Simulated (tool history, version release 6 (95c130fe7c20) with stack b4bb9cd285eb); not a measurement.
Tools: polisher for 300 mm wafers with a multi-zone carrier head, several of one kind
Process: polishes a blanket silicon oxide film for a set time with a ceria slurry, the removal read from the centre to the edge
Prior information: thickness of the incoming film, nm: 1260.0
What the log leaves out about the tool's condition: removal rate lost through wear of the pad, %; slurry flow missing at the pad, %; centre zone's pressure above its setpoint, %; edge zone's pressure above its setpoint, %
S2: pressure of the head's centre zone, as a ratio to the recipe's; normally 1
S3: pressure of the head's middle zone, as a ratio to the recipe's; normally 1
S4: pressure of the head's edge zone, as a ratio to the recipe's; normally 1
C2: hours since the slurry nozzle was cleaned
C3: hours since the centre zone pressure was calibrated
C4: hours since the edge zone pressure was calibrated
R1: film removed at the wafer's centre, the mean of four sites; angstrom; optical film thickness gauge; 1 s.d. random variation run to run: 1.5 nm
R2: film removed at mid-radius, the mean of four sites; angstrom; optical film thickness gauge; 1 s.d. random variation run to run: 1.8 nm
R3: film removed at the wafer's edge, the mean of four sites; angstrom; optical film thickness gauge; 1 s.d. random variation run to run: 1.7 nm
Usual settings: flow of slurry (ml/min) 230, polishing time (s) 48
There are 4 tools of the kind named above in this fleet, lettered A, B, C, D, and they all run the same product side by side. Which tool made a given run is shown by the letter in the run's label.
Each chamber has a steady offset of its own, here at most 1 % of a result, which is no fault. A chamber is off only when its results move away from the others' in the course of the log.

Run 1D, hour 11.7: usual settings; wafers polished on this pad 1194; C2 361.2; C3 322.2; C4 279.7. Result: R1 2413 angstrom, R2 2441 angstrom, R3 2398.2 angstrom.
Run 2B, hour 20.9: usual settings; wafers polished on this pad 856; C2 231.5; C3 758.8; C4 426.3. Result: R1 2391.8 angstrom, R2 2397.2 angstrom, R3 2395.8 angstrom.
At hour 25.8: chamber B: worn pad replaced by a new one.
Run 3C, hour 26.9: usual settings; wafers polished on this pad 493; C2 555.2; C3 50.4; C4 525.3. Result: R1 2408.8 angstrom, R2 2391 angstrom, R3 2422.5 angstrom.
At hour 28.1: chamber B: slurry nozzle cleaned.
At hour 31.9: chamber D: worn pad replaced by a new one.
Run 4A, hour 33.5: usual settings; wafers polished on this pad 1012; C2 464.1; C3 326.5; C4 107.6. Result: R1 2413 angstrom, R2 2396.5 angstrom, R3 2354.2 angstrom.
At hour 36: chamber A: worn pad replaced by a new one.
At hour 38.1: chamber C: worn pad replaced by a new one.
Run 5D, hour 41.9: usual settings; wafers polished on this pad 72; C2 391.4; C3 352.4; C4 309.9. Result: R1 2406.4 angstrom, R2 2431.9 angstrom, R3 2420.3 angstrom.
At hour 52.2: chamber B: edge zone pressure recalibrated.
Run 6B, hour 53.1: usual settings; wafers polished on this pad 198; C2 25; C3 791; C4 0.9. Result: R1 2447.1 angstrom, R2 2395.1 angstrom, R3 2417.5 angstrom.
Run 7A, hour 62.7: usual settings; wafers polished on this pad 193; C2 493.3; C3 355.7; C4 136.8. Result: R1 2377.6 angstrom, R2 2382.7 angstrom, R3 2388.5 angstrom.
Run 8C, hour 69: usual settings; wafers polished on this pad 223; C2 597.3; C3 92.5; C4 567.4. Result: R1 2442.8 angstrom, R2 2386 angstrom, R3 2413.7 angstrom.
Run 9C, hour 75.5: usual settings; wafers polished on this pad 270; C2 603.8; C3 99; C4 573.9. Result: R1 2432.5 angstrom, R2 2379.3 angstrom, R3 2403.2 angstrom.
Run 10D, hour 82.1: usual settings; wafers polished on this pad 363; C2 431.6; C3 392.6; C4 350.1. Result: R1 2420.3 angstrom, R2 2425.5 angstrom, R3 2399.1 angstrom.
Run 11A, hour 90.2: usual settings; wafers polished on this pad 392; C2 520.8; C3 383.2; C4 164.3. Result: R1 2408.5 angstrom, R2 2432.7 angstrom, R3 2396.6 angstrom.
Run 12B, hour 98: usual settings; wafers polished on this pad 522; C2 69.9; C3 835.9; C4 45.8. Result: R1 2402.5 angstrom, R2 2407.5 angstrom, R3 2417.2 angstrom.
Run 13D, hour 109.5: usual settings; wafers polished on this pad 561; C2 459; C3 420; C4 377.5. Result: R1 2410.6 angstrom, R2 2428.5 angstrom, R3 2400.8 angstrom.
Run 14A, hour 121.4: usual settings but S2 0.93, polishing time (s) 36; wafers polished on this pad 618; C2 552; C3 414.4; C4 195.5. Result: R1 1670.4 angstrom, R2 1797.3 angstrom, R3 1803.3 angstrom.
At hour 121.5: chamber B: worn pad replaced by a new one.
At hour 125.9: chamber C: worn pad replaced by a new one.
Run 15C, hour 132.5: usual settings but S2 0.93, polishing time (s) 36; wafers polished on this pad 48; C2 660.8; C3 156; C4 630.9. Result: R1 1674.1 angstrom, R2 1764.7 angstrom, R3 1805.5 angstrom.
Run 16B, hour 144.3: usual settings but S2 0.93, polishing time (s) 36; wafers polished on this pad 165; C2 116.2; C3 882.2; C4 92.1. Result: R1 1687.1 angstrom, R2 1837.5 angstrom, R3 1795.4 angstrom.
Run 17D, hour 154.1: usual settings but S2 0.93, polishing time (s) 36; wafers polished on this pad 883; C2 503.6; C3 464.6; C4 422.1. Result: R1 1661 angstrom, R2 1824.5 angstrom, R3 1799.1 angstrom.
Run 18B, hour 159.5: usual settings; wafers polished on this pad 275; C2 131.4; C3 897.4; C4 107.3. Result: R1 2444.3 angstrom, R2 2397.5 angstrom, R3 2406 angstrom.
Run 19C, hour 165.3: usual settings; wafers polished on this pad 285; C2 693.6; C3 188.8; C4 663.7. Result: R1 2440.8 angstrom, R2 2393.6 angstrom, R3 2396 angstrom.
At hour 170.3: chamber A: worn pad replaced by a new one.
Run 20A, hour 172.7: usual settings; wafers polished on this pad 17; C2 603.3; C3 465.7; C4 246.8. Result: R1 2408.4 angstrom, R2 2395.5 angstrom, R3 2392.3 angstrom.
Run 21C, hour 178.6: usual settings; wafers polished on this pad 381; C2 706.9; C3 202.1; C4 677. Result: R1 2398 angstrom, R2 2408.1 angstrom, R3 2401.9 angstrom.
Run 22D, hour 188: usual settings; wafers polished on this pad 1128; C2 537.5; C3 498.5; C4 456. Result: R1 2406.4 angstrom, R2 2459.4 angstrom, R3 2410.5 angstrom.
At hour 194.9: chamber D: slurry nozzle cleaned.
Run 23B, hour 195.3: usual settings but S3 1.07; wafers polished on this pad 533; C2 167.2; C3 933.2; C4 143.1. Result: R1 2451.4 angstrom, R2 2612.6 angstrom, R3 2365.6 angstrom.
At hour 201.1: chamber D: worn pad replaced by a new one.
Run 24A, hour 201.5: usual settings but S3 1.07; wafers polished on this pad 225; C2 632.1; C3 494.5; C4 275.6. Result: R1 2398.3 angstrom, R2 2546.6 angstrom, R3 2414.2 angstrom.
At hour 205.5: chamber B: centre zone pressure recalibrated.
Run 25D, hour 212: usual settings but S3 1.07; wafers polished on this pad 78; C2 17.1; C3 522.5; C4 480. Result: R1 2400.9 angstrom, R2 2563.9 angstrom, R3 2407.5 angstrom.
At hour 212.6: chamber C: worn pad replaced by a new one.
At hour 217.6: chamber C: slurry nozzle cleaned.
Run 26A, hour 218.5: usual settings but S3 1.07; wafers polished on this pad 348; C2 649.1; C3 511.5; C4 292.6. Result: R1 2404.5 angstrom, R2 2557.6 angstrom, R3 2402.3 angstrom.
At hour 225.4: chamber B: worn pad replaced by a new one.
Run 27C, hour 229.4: usual settings but flow of slurry (ml/min) 305, S4 1.1; wafers polished on this pad 121; C2 11.8; C3 252.9; C4 727.8. Result: R1 2492.9 angstrom, R2 2488 angstrom, R3 2614.3 angstrom.
At hour 230.9: chamber B: slurry nozzle cleaned.
Run 28B, hour 235.1: usual settings but flow of slurry (ml/min) 305, S4 1.1; wafers polished on this pad 70; C2 4.2; C3 29.6; C4 182.9. Result: R1 2635.6 angstrom, R2 2503 angstrom, R3 2583 angstrom.
Run 29A, hour 244.1: usual settings but flow of slurry (ml/min) 305, S4 1.1; wafers polished on this pad 533; C2 674.7; C3 537.1; C4 318.2. Result: R1 2471.7 angstrom, R2 2478.7 angstrom, R3 2609.9 angstrom.
Run 30D, hour 255.4: usual settings but flow of slurry (ml/min) 305, S4 1.1; wafers polished on this pad 392; C2 60.5; C3 565.9; C4 523.4. Result: R1 2505.4 angstrom, R2 2480.6 angstrom, R3 2579.7 angstrom.
Run 31C, hour 261.7: usual settings; wafers polished on this pad 355; C2 44.1; C3 285.2; C4 760.1. Result: R1 2417.9 angstrom, R2 2398.5 angstrom, R3 2436.1 angstrom.
At hour 267.6: chamber A: slurry nozzle cleaned.
Run 32B, hour 269.8: usual settings; wafers polished on this pad 321; C2 38.9; C3 64.3; C4 217.6. Result: R1 2569.2 angstrom, R2 2431.6 angstrom, R3 2397.5 angstrom.
Run 33C, hour 278.1: usual settings; wafers polished on this pad 474; C2 60.5; C3 301.6; C4 776.5. Result: R1 2405.4 angstrom, R2 2405.6 angstrom, R3 2386.5 angstrom.
Run 34A, hour 287.4: usual settings; wafers polished on this pad 846; C2 19.8; C3 580.4; C4 361.5. Result: R1 2408.9 angstrom, R2 2418.6 angstrom, R3 2365.6 angstrom.
Run 35B, hour 292.8: usual settings; wafers polished on this pad 487; C2 61.9; C3 87.3; C4 240.6. Result: R1 2547.5 angstrom, R2 2414.1 angstrom, R3 2403.2 angstrom.
At hour 299.8: chamber C: worn pad replaced by a new one.
Run 36D, hour 301.7: usual settings; wafers polished on this pad 727; C2 106.8; C3 612.2; C4 569.7. Result: R1 2412.4 angstrom, R2 2428.1 angstrom, R3 2394.4 angstrom.
At hour 307.6: chamber C: edge zone pressure recalibrated.
Run 37A, hour 308.5: usual settings; wafers polished on this pad 999; C2 40.9; C3 601.5; C4 382.6. Result: R1 2385.7 angstrom, R2 2379.3 angstrom, R3 2374.3 angstrom.
Run 38D, hour 316: usual settings but S3 0.93, polishing time (s) 38; wafers polished on this pad 830; C2 121.1; C3 626.5; C4 584. Result: R1 1899.8 angstrom, R2 1805.8 angstrom, R3 1923.3 angstrom.
Run 39C, hour 327.4: usual settings but S3 0.93, polishing time (s) 38; wafers polished on this pad 199; C2 109.8; C3 350.9; C4 19.9. Result: R1 1911.9 angstrom, R2 1770.4 angstrom, R3 1901.5 angstrom.
Run 40B, hour 333.8: usual settings but S3 0.93, polishing time (s) 38; wafers polished on this pad 783; C2 102.9; C3 128.3; C4 281.6. Result: R1 2023.4 angstrom, R2 1798.4 angstrom, R3 1906.5 angstrom.

All chambers now run identical settings, listed one chamber a line with results as question marks. What results will each chamber show?
Run 41A, hour 342.7: usual settings but S2 0.91. Result: R1 ?, R2 ?, R3 ?.
Run 41B, hour 342.7: usual settings but S2 0.91. Result: R1 ?, R2 ?, R3 ?.
Run 41C, hour 342.7: usual settings but S2 0.91. Result: R1 ?, R2 ?, R3 ?.
Run 41D, hour 342.7: usual settings but S2 0.91. Result: R1 ?, R2 ?, R3 ?.

run      R1      R2      R3
41A    2180  2402.3  2390.7
41B  2316.6  2422.6  2416.9
41C  2171.2  2369.1    2389
41D  2178.5  2411.6  2391.2
